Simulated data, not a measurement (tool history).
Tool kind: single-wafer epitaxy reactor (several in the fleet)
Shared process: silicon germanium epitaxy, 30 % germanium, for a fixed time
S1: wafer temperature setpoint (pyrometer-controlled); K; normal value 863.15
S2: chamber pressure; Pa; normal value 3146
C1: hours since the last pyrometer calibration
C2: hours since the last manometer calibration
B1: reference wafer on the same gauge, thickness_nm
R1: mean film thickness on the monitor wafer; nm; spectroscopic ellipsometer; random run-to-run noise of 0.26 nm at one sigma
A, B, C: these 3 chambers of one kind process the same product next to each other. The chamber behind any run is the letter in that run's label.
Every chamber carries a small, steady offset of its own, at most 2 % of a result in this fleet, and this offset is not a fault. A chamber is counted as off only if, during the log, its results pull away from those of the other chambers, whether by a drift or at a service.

run   hour      S1    S2     C1      C2      B1      R1
       6.2  -- chamber A: capacitance manometer re-zeroed and calibrated
 1A    9.8  863.15  3146  489.4     3.7  45.944  52.216
 2C   21.7  863.15  3146  401.1   698.8  45.979  52.939
 3B   33.7  863.15  3146  133.4  2137.6  45.938  52.700
 4A   40.9  863.15  3146  520.5    34.8  45.974  51.685
 5C   51.8  863.15  3146  431.2   728.9  46.001  53.488
 6B   63.1  863.15  3146  162.8  2167.0  45.923  52.706
 7B   73.1  863.15  3146  172.8  2177.0  46.015  52.627
 8A   81.3  863.15  3146  560.9    75.2  46.049  52.375
 9C   90.2  863.15  3146  469.6   767.3  46.003  53.589
10C   98.3  863.15  3146  477.7   775.4  45.949  53.530
11B  103.7  863.15  3146  203.4  2207.6  45.941  52.848
12A  110.8  863.15  3146  590.4   104.7  46.007  52.022
13B  120.3  863.15  3146  220.0  2224.2  45.937  52.500
14C  128.0  863.15  3146  507.4   805.1  46.019  54.368
15A  137.8  863.15  3146  617.4   131.7  46.058  51.763
16C  145.3  863.15  2773  524.7   822.4  46.036  52.564
17B  154.6  863.15  2773  254.3  2258.5  46.008  49.910
18A  166.4  863.15  2773  646.0   160.3  45.947  49.081
19A  173.8  863.15  3146  653.4   167.7  45.984  51.635
20C  185.9  863.15  3146  565.3   863.0  45.990  55.639
21B  191.7  863.15  3146  291.4  2295.6  46.001  52.218
22C  198.0  863.15  3146  577.4   875.1  45.985  55.475
23A  206.9  863.15  3146  686.5   200.8  45.986  52.453
24B  219.4  863.15  3146  319.1  2323.3  46.038  52.614

All chambers now run identical settings, listed one chamber a line with results as question marks. What results will each chamber show?
25A  228.5  863.15  3146               ?
25B  228.5  863.15  3146               ?
25C  228.5  863.15  3146               ?

run      R1
25A  52.134
25B  52.144
25C  56.637

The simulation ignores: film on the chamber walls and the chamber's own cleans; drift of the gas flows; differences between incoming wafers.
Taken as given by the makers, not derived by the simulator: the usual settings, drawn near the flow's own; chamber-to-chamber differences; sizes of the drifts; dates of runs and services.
